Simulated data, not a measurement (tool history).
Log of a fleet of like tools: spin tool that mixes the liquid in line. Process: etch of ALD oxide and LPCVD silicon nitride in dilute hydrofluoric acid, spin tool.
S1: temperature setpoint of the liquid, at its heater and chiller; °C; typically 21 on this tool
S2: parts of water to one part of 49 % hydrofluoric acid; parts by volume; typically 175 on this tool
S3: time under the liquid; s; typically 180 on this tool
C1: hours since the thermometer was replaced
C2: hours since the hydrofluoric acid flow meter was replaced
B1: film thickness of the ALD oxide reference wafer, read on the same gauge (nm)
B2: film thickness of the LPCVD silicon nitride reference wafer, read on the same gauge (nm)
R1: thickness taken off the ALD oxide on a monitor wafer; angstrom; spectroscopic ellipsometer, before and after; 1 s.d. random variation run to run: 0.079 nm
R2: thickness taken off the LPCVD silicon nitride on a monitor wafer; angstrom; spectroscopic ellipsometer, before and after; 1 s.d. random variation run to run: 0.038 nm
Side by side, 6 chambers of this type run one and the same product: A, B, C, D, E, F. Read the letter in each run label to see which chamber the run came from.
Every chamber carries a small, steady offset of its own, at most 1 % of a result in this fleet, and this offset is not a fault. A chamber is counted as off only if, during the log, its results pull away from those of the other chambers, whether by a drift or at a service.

run	hour	S1	S2	S3	C1	C2	B1	B2	R1	R2
1D	3.5	21	175	180	28	1772.3	150.01	40.035	84.287	4.1991
2E	11.3	21	175	180	384.2	71.2	150.01	40.035	84.067	4.9108
3F	16.7	21	175	180	1081	662.5	149.97	40.007	83.079	4.7753
4C	24.3	21	175	180	1173.4	1574	150	39.987	82.286	5.5023
5B	29.8	21	175	180	887.3	712.3	149.97	40.027	82.374	4.5166
6A	33.8	18.5	175	225	1045.1	219.2	150.01	40.013	95.777	4.7452
7D	37.5	18.5	175	225	62	1806.3	150.01	39.969	93.635	5.0313
8A	42.9	18.5	175	225	1054.2	228.3	149.99	40.012	94.328	4.3411
9C	47.8	18.5	175	225	1196.9	1597.5	149.99	39.969	93.409	5.2682
10B	55.2	18.5	175	225	912.7	737.7	150.02	39.963	96.957	4.073
11E	60.6	18.5	175	225	433.5	120.5	149.98	39.977	95.367	4.2101
12F	65.2	21	175	125	1129.5	711	149.99	40.045	58.182	2.8438
# hour 67.6: chamber A: thermometer replaced
13D	72.5	21	175	125	97	1841.3	150.02	40.007	58.253	3.3707
14F	79.6	21	175	125	1143.9	725.4	149.98	40.009	58.307	3.6771
15A	86.4	21	175	125	18.8	271.8	149.99	40.04	57.866	3.2464
16E	92	21	175	125	464.9	151.9	150.01	40.021	57.159	3.2695
17C	95.6	21	175	125	1244.7	1645.3	149.99	40.037	56.608	3.0101
18B	100.2	21	175	180	957.7	782.7	149.98	40.046	83.204	4.6913
19D	106.3	21	175	180	130.8	1875.1	149.98	40.013	83.827	3.7675
20F	110.3	21	175	180	1174.6	756.1	149.98	39.998	80.661	4.4809
21E	117.9	21	175	285	490.8	177.8	149.99	39.995	132.82	8.543
22A	124.8	21	175	285	57.2	310.2	150.04	40.016	138.86	6.8941
23B	129.1	21	175	285	986.6	811.6	149.99	40.031	131.1	7.8035
24C	136.7	21	175	285	1285.8	1686.4	150.02	40.002	128.66	7.1539
25B	140.4	21	175	285	997.9	822.9	150.02	39.973	132.69	6.1661
26E	145.9	21	175	285	518.8	205.8	150.01	40	132.02	7.4683
27F	150.4	21	125	110	1214.7	796.2	150.02	39.996	74.218	4.0802
28D	154.6	21	125	110	179.1	1923.4	149.98	39.979	75.54	3.7177
29C	161.6	21	125	110	1310.7	1711.3	149.99	39.982	75.192	4.1799
30A	168.8	21	125	110	101.2	354.2	150.01	39.994	80.743	4.0681
31D	176.7	21	125	110	201.2	1945.5	149.99	39.936	76.474	3.7809
32A	181.8	21	125	110	114.2	367.2	150	39.995	83.111	4.1054
33B	189	21	175	180	1046.5	871.5	150.01	39.953	83.917	4.8639
34F	194.6	21	175	180	1258.9	840.4	149.99	39.989	82.673	4.3866
35C	201.8	21	175	120	1350.9	1751.5	149.99	40.027	55.677	3.3617
# hour 204.6: chamber E: thermometer replaced
36E	207.8	21	175	120	3.2	267.7	150.02	39.987	54.238	3.2823
37C	213.2	21	175	120	1362.3	1762.9	150	40.004	54.725	2.7415
38D	217.3	21	175	120	241.8	1986.1	149.97	39.996	56.323	3.1084
39E	220.8	21	175	120	16.2	280.7	149.98	40.042	55.616	3.0613
40A	225.1	21	175	120	157.5	410.5	150.02	39.982	63.154	3.575
41F	231.4	21	175	180	1295.7	877.2	150.02	40.015	81.689	4.3306

For the next run the whole fleet of 6 chambers uses the same settings. Give each chamber's results:
42A	237.1	21	175	180					?	?
42B	237.1	21	175	180					?	?
42C	237.1	21	175	180					?	?
42D	237.1	21	175	180					?	?
42E	237.1	21	175	180					?	?
42F	237.1	21	175	180					?	?

run	R1	R2
42A	95.407	5.4686
42B	82.938	4.6331
42C	81.413	3.9224
42D	83.305	4.7688
42E	82.501	4.5261
42F	81.974	4.1624
